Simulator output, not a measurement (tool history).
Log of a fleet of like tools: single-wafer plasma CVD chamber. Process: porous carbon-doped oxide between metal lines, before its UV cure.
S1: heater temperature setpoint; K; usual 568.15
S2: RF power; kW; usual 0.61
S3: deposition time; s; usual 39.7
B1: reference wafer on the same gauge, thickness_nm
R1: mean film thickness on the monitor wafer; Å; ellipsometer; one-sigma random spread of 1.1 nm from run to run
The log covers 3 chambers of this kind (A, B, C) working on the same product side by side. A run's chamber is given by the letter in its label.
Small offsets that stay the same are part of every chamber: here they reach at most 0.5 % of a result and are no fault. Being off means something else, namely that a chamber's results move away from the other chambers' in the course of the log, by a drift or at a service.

run   hour      S1     S2    S3      B1      R1
 1B    5.5  568.15   0.61  39.7  268.94    2492
 2C   10.6  568.15   0.61  39.7  269.12  2468.3
 3A   20.6  568.15   0.61  39.7  268.89  2495.9
 4C   26.5  568.15   0.61  39.7   269.1  2492.1
 5A   34.1  568.15   0.61  39.7  268.93  2491.5
        38  -- chamber C: RF generator calibrated
 6B     44  568.15   0.61  39.7  269.13  2506.1
 7B   50.1  568.15   0.61  39.7   268.8  2495.1
 8C   58.3  568.15   0.61  39.7  268.99  2475.3
 9A   68.1  568.15   0.61  39.7  269.02  2498.4
10C   74.2  568.15   0.61  39.7  268.99  2481.8
11B     84  568.15   0.61  39.7  269.11  2510.6
12A   93.8  568.15   0.61  39.7  268.91  2487.8
13C  103.4  568.15   0.61  39.7  269.25  2483.1
14A  110.6  568.15   0.61  39.7   268.9  2510.4
15B  116.6  564.15   0.61  39.7  268.81  2558.8
16B  121.9  564.15   0.61  39.7     269    2562
17C  129.8  564.15   0.61  39.7  268.94  2556.1
18A  140.4  568.15   0.61  39.7  269.33  2493.3
19C  148.5  568.15   0.61  39.7  269.07  2500.4
20A  159.3  568.15   0.61  39.7  269.29  2487.3
21B  165.7  568.15   0.73  39.7   269.1  2815.9
22A  172.9  568.15   0.73  39.7  268.79  2815.3
23B  179.7  568.15   0.73  39.7  268.84  2817.1
24C  186.9  568.15   0.61  39.7  269.12  2485.1
25C  196.5  568.15   0.61  39.7  268.94  2497.8
26A  205.3  568.15   0.61  39.7     269  2488.7
27B  215.5  568.15   0.61  39.7  268.88  2500.2
28B  223.7  568.15   0.61  39.7   269.2  2512.6
29A  229.8  568.15   0.61  39.7  268.83  2513.9
30C  235.5  568.15   0.61  39.7  268.92  2498.7
31B  240.9  568.15   0.61  39.7  268.84  2511.5
32C  251.6  568.15   0.61  39.7  268.92  2491.6
33A  261.5  568.15   0.61  39.7  268.79  2478.7
34B  268.2  568.15   0.61  39.7     269  2498.7
35C  275.7  568.15   0.61  39.7   268.8  2488.6
36A    285  568.15   0.61  39.7   268.8    2515
37B  295.4  568.15   0.61  39.7  269.33  2505.4
38A  302.2  568.15   0.61  39.7  268.98  2486.4
39C  309.7  568.15   0.61  39.7  269.22    2485
40B    315  576.15  0.575  39.7  268.89  2293.5
41C  321.6  576.15  0.575  39.7  269.07  2280.2
42A  329.2  576.15  0.575  39.7  269.02  2301.9

The same settings go to every chamber for the next run, one line per chamber below. Forecast the results for each:
43A   337  568.15  0.61  39.7       ?
43B   337  568.15  0.61  39.7       ?
43C   337  568.15  0.61  39.7       ?

run      R1
43A  2488.3
43B  2507.4
43C  2477.5
